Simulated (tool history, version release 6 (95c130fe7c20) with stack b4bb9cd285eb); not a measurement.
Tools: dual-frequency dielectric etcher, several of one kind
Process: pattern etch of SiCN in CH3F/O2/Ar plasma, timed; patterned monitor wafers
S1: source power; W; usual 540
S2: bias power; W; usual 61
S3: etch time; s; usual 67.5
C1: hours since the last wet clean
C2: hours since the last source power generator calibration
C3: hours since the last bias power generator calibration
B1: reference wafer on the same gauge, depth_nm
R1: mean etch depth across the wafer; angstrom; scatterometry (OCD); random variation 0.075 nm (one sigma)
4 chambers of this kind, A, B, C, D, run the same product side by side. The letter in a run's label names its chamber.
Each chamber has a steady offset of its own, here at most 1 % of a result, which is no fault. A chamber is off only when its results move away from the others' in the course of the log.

run 1A hour=13.9 | S1=540 S2=61 S3=67.5 | C1=241.4 C2=2748.9 C3=1148.7 | B1=21.689 | R1=269.51
run 2C hour=24.3 | S1=540 S2=61 S3=67.5 | C1=378.0 C2=895.8 C3=781.4 | B1=21.705 | R1=264.52
run 3B hour=37.5 | S1=540 S2=61 S3=67.5 | C1=230.9 C2=1820.0 C3=2331.1 | B1=21.695 | R1=268.57
run 4D hour=47.8 | S1=540 S2=61 S3=67.5 | C1=294.3 C2=1852.8 C3=553.8 | B1=21.703 | R1=267.52
run 5D hour=59.4 | S1=540 S2=61 S3=67.5 | C1=305.9 C2=1864.4 C3=565.4 | B1=21.715 | R1=266.41
run 6C hour=66.1 | S1=540 S2=61 S3=67.5 | C1=419.8 C2=937.6 C3=823.2 | B1=21.687 | R1=266.12
run 7B hour=75.6 | S1=540 S2=61 S3=67.5 | C1=269.0 C2=1858.1 C3=2369.2 | B1=21.704 | R1=269.34
run 8A hour=83.2 | S1=540 S2=61 S3=67.5 | C1=310.7 C2=2818.2 C3=1218.0 | B1=21.705 | R1=268.57
run 9B hour=89.8 | S1=540 S2=61 S3=67.5 | C1=283.2 C2=1872.3 C3=2383.4 | B1=21.701 | R1=268.60
run 10D hour=103.9 | S1=540 S2=61 S3=67.5 | C1=350.4 C2=1908.9 C3=609.9 | B1=21.695 | R1=268.72
run 11A hour=116.4 | S1=540 S2=61 S3=67.5 | C1=343.9 C2=2851.4 C3=1251.2 | B1=21.710 | R1=268.27
run 12C hour=128.9 | S1=540 S2=55 S3=67.5 | C1=482.6 C2=1000.4 C3=886.0 | B1=21.707 | R1=256.56
run 13D hour=142.3 | S1=540 S2=55 S3=67.5 | C1=388.8 C2=1947.3 C3=648.3 | B1=21.694 | R1=259.05
-- hour=143.9 chamber D: wet clean of the chamber
run 14C hour=152.3 | S1=540 S2=55 S3=67.5 | C1=506.0 C2=1023.8 C3=909.4 | B1=21.711 | R1=256.98
run 15A hour=165.6 | S1=540 S2=55 S3=67.5 | C1=393.1 C2=2900.6 C3=1300.4 | B1=21.713 | R1=257.99
run 16B hour=179.4 | S1=540 S2=61 S3=67.5 | C1=372.8 C2=1961.9 C3=2473.0 | B1=21.698 | R1=270.55
-- hour=180.0 chamber C: wet clean of the chamber
run 17B hour=186.7 | S1=540 S2=61 S3=67.5 | C1=380.1 C2=1969.2 C3=2480.3 | B1=21.700 | R1=271.24
run 18C hour=194.1 | S1=540 S2=61 S3=67.5 | C1=14.2 C2=1065.6 C3=951.2 | B1=21.705 | R1=266.69
run 19A hour=205.9 | S1=540 S2=61 S3=67.5 | C1=433.4 C2=2940.9 C3=1340.7 | B1=21.699 | R1=269.48
run 20D hour=219.3 | S1=540 S2=61 S3=67.5 | C1=75.4 C2=2024.3 C3=725.3 | B1=21.699 | R1=267.29
run 21A hour=226.7 | S1=540 S2=61 S3=67.5 | C1=454.2 C2=2961.7 C3=1361.5 | B1=21.710 | R1=268.36
run 22B hour=238.4 | S1=540 S2=61 S3=67.5 | C1=431.8 C2=2020.9 C3=2532.0 | B1=21.693 | R1=270.41
-- hour=239.1 chamber B: wet clean of the chamber
run 23C hour=246.5 | S1=540 S2=61 S3=67.5 | C1=66.6 C2=1118.0 C3=1003.6 | B1=21.705 | R1=266.77
run 24D hour=260.2 | S1=610 S2=61 S3=67.5 | C1=116.3 C2=2065.2 C3=766.2 | B1=21.693 | R1=280.29
run 25B hour=273.8 | S1=610 S2=61 S3=67.5 | C1=34.8 C2=2056.3 C3=2567.4 | B1=21.689 | R1=282.92
run 26A hour=281.9 | S1=610 S2=61 S3=67.5 | C1=509.4 C2=3016.9 C3=1416.7 | B1=21.700 | R1=280.99
run 27D hour=288.8 | S1=610 S2=61 S3=67.5 | C1=144.9 C2=2093.8 C3=794.8 | B1=21.707 | R1=281.00
run 28C hour=301.0 | S1=430 S2=61 S3=61.0 | C1=121.1 C2=1172.5 C3=1058.1 | B1=21.686 | R1=220.51
run 29B hour=311.4 | S1=430 S2=61 S3=61.0 | C1=72.4 C2=2093.9 C3=2605.0 | B1=21.700 | R1=222.59
run 30A hour=317.8 | S1=430 S2=61 S3=61.0 | C1=545.3 C2=3052.8 C3=1452.6 | B1=21.698 | R1=221.13

All 4 chambers run these settings next. Forecast each chamber's results:
run 31A hour=328.2 | S1=540 S2=61 S3=67.5 | R1=?
run 31B hour=328.2 | S1=540 S2=61 S3=67.5 | R1=?
run 31C hour=328.2 | S1=540 S2=61 S3=67.5 | R1=?
run 31D hour=328.2 | S1=540 S2=61 S3=67.5 | R1=?

run=31A R1=267.86
run=31B R1=270.02
run=31C R1=267.08
run=31D R1=267.19

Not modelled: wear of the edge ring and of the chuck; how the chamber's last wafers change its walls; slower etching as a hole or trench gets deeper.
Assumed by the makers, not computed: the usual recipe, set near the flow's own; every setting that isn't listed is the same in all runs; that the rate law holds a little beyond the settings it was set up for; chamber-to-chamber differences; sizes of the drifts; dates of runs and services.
